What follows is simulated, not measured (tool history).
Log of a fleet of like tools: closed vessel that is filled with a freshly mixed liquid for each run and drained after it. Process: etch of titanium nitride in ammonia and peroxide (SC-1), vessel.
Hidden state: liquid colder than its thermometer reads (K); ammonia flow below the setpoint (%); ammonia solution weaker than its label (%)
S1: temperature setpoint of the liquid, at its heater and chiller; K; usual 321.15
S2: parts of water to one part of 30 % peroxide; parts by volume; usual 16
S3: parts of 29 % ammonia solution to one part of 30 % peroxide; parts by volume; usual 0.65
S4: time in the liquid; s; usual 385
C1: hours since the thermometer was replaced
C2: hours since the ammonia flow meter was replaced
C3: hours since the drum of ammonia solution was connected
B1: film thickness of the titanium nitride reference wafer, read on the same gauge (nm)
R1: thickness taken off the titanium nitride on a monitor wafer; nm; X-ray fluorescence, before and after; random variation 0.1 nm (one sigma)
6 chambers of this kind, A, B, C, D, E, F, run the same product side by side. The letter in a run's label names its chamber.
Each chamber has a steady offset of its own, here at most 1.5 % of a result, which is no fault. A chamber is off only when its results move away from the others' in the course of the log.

-- day=0.404 chamber D: new drum of ammonia solution connected
run 1A day=0.462 | S1=321.15 S2=16 S3=0.65 S4=385 | C1=74.1 C2=1613.8 C3=456.6 | B1=79.981 | R1=25.592
-- day=0.638 chamber E: ammonia flow meter replaced
run 2B day=0.788 | S1=321.15 S2=16 S3=0.65 S4=385 | C1=710.2 C2=1532.9 C3=287.0 | B1=80.020 | R1=25.400
run 3C day=1.158 | S1=321.15 S2=16 S3=0.65 S4=385 | C1=1332.0 C2=746.3 C3=29.8 | B1=79.997 | R1=25.228
-- day=1.346 chamber B: new drum of ammonia solution connected
run 4D day=1.608 | S1=321.15 S2=16 S3=0.65 S4=385 | C1=684.4 C2=412.4 C3=28.9 | B1=79.982 | R1=25.683
run 5E day=1.938 | S1=321.15 S2=16 S3=0.65 S4=385 | C1=1119.5 C2=31.3 C3=129.1 | B1=79.996 | R1=25.403
run 6F day=2.200 | S1=321.15 S2=16 S3=0.65 S4=385 | C1=746.3 C2=154.1 C3=79.3 | B1=80.006 | R1=25.391
run 7F day=2.508 | S1=321.15 S2=16 S3=0.65 S4=385 | C1=753.7 C2=161.5 C3=86.7 | B1=79.981 | R1=25.303
run 8C day=2.900 | S1=321.15 S2=16 S3=0.65 S4=385 | C1=1373.8 C2=788.1 C3=71.6 | B1=80.016 | R1=25.099
run 9E day=3.171 | S1=321.15 S2=16 S3=0.65 S4=385 | C1=1149.1 C2=60.9 C3=158.7 | B1=79.980 | R1=25.407
run 10B day=3.592 | S1=321.15 S2=16 S3=0.65 S4=385 | C1=777.5 C2=1600.2 C3=54.0 | B1=80.004 | R1=25.536
run 11D day=3.842 | S1=312.15 S2=16 S3=0.95 S4=385 | C1=738.0 C2=466.0 C3=82.5 | B1=79.999 | R1=14.352
run 12A day=4.104 | S1=312.15 S2=16 S3=0.95 S4=385 | C1=161.5 C2=1701.2 C3=544.0 | B1=80.002 | R1=14.134
run 13E day=4.579 | S1=312.15 S2=16 S3=0.95 S4=385 | C1=1182.9 C2=94.7 C3=192.5 | B1=80.015 | R1=14.270
run 14C day=4.875 | S1=312.15 S2=16 S3=0.95 S4=385 | C1=1421.2 C2=835.5 C3=119.0 | B1=79.997 | R1=13.899
run 15D day=5.125 | S1=312.15 S2=16 S3=0.95 S4=385 | C1=768.8 C2=496.8 C3=113.3 | B1=79.983 | R1=14.279
run 16B day=5.608 | S1=312.15 S2=16 S3=0.95 S4=385 | C1=825.9 C2=1648.6 C3=102.4 | B1=79.983 | R1=14.121
-- day=5.679 chamber E: new drum of ammonia solution connected
run 17F day=6.046 | S1=321.15 S2=10 S3=0.85 S4=385 | C1=838.6 C2=246.4 C3=171.6 | B1=79.991 | R1=33.804
run 18A day=6.546 | S1=321.15 S2=10 S3=0.85 S4=385 | C1=220.1 C2=1759.8 C3=602.6 | B1=79.985 | R1=34.376
run 19D day=6.829 | S1=321.15 S2=10 S3=0.85 S4=385 | C1=809.7 C2=537.7 C3=154.2 | B1=80.006 | R1=34.000
run 20C day=7.146 | S1=321.15 S2=10 S3=0.85 S4=385 | C1=1475.7 C2=890.0 C3=173.5 | B1=79.993 | R1=33.449
run 21E day=7.496 | S1=321.15 S2=10 S3=0.85 S4=385 | C1=1252.9 C2=164.7 C3=43.7 | B1=80.015 | R1=33.890
run 22F day=7.838 | S1=321.15 S2=10 S3=0.85 S4=385 | C1=881.6 C2=289.4 C3=214.6 | B1=80.005 | R1=33.808
run 23A day=8.133 | S1=321.15 S2=16 S3=0.65 S4=385 | C1=258.2 C2=1797.9 C3=640.7 | B1=80.008 | R1=25.680
run 24B day=8.550 | S1=321.15 S2=16 S3=0.65 S4=385 | C1=896.5 C2=1719.2 C3=173.0 | B1=80.000 | R1=25.686
run 25D day=8.821 | S1=321.15 S2=9 S3=0.55 S4=385 | C1=857.5 C2=585.5 C3=202.0 | B1=79.997 | R1=33.525
run 26F day=9.067 | S1=321.15 S2=9 S3=0.55 S4=385 | C1=911.1 C2=318.9 C3=244.1 | B1=79.997 | R1=33.368
run 27E day=9.333 | S1=321.15 S2=9 S3=0.55 S4=385 | C1=1297.0 C2=208.8 C3=87.8 | B1=79.989 | R1=33.531
run 28A day=9.779 | S1=321.15 S2=9 S3=0.55 S4=385 | C1=297.7 C2=1837.4 C3=680.2 | B1=80.011 | R1=33.587
run 29C day=10.154 | S1=321.15 S2=9 S3=0.55 S4=385 | C1=1547.9 C2=962.2 C3=245.7 | B1=80.010 | R1=32.448
run 30B day=10.554 | S1=321.15 S2=9 S3=0.55 S4=385 | C1=944.6 C2=1767.3 C3=221.1 | B1=80.013 | R1=33.667
run 31F day=11.042 | S1=321.15 S2=16 S3=0.65 S4=385 | C1=958.5 C2=366.3 C3=291.5 | B1=80.025 | R1=25.090
run 32B day=11.262 | S1=321.15 S2=16 S3=0.65 S4=385 | C1=961.6 C2=1784.3 C3=238.1 | B1=80.000 | R1=25.655
run 33D day=11.562 | S1=321.15 S2=16 S3=0.65 S4=385 | C1=923.3 C2=651.3 C3=267.8 | B1=80.008 | R1=25.399
run 34C day=11.975 | S1=321.15 S2=16 S3=0.65 S4=385 | C1=1591.6 C2=1005.9 C3=289.4 | B1=80.005 | R1=24.640
run 35A day=12.221 | S1=321.15 S2=16 S3=0.65 S4=385 | C1=356.3 C2=1896.0 C3=738.8 | B1=79.999 | R1=25.716
run 36E day=12.525 | S1=317.15 S2=16 S3=0.65 S4=385 | C1=1373.6 C2=285.4 C3=164.4 | B1=80.000 | R1=19.117
run 37B day=12.908 | S1=317.15 S2=16 S3=0.65 S4=385 | C1=1001.1 C2=1823.8 C3=277.6 | B1=79.995 | R1=19.084
run 38F day=13.183 | S1=317.15 S2=16 S3=0.65 S4=385 | C1=1009.9 C2=417.7 C3=342.9 | B1=79.988 | R1=18.940
run 39A day=13.625 | S1=317.15 S2=16 S3=0.65 S4=385 | C1=390.0 C2=1929.7 C3=772.5 | B1=80.007 | R1=19.269
run 40E day=13.900 | S1=317.15 S2=16 S3=0.65 S4=385 | C1=1406.6 C2=318.4 C3=197.4 | B1=80.009 | R1=19.205
run 41C day=14.142 | S1=317.15 S2=16 S3=0.65 S4=385 | C1=1643.6 C2=1057.9 C3=341.4 | B1=80.021 | R1=18.525

Is one chamber off against the others, does the gauge drift, or is nothing wrong? If a chamber is off, say which, and what the likeliest cause is.

Chamber C drifts away from the others.
Cause: liquid colder than its thermometer reads (K) = 0.342.
The log may not tell that from: ammonia flow below the setpoint (%); ammonia solution weaker than its label (%).

Here are 4 candidates for chamber C's next run, each the usual settings with a change, their results left as question marks. Which one brings its results back in line with what the others give on the usual settings?
In line means no further than this from the other chambers' mean on the usual settings: R1 0.360 nm
run 42C-1 day=14.496 | S1=320.65 S2=16 S3=0.65 S4=375 | R1=?
run 42C-2 day=14.496 | S1=321.65 S2=16 S3=0.65 S4=395 | R1=?
run 42C-3 day=14.496 | S1=321.15 S2=15 S3=0.65 S4=385 | R1=?
run 42C-4 day=14.496 | S1=320.65 S2=16 S3=0.65 S4=385 | R1=?

The other chambers' mean on the usual settings: R1 25.448 nm
run=42C-1 R1=23.137
run=42C-2 R1=26.156
run=42C-3 R1=25.472
run=42C-4 R1=23.754
42C-3 brings the chamber back in line.
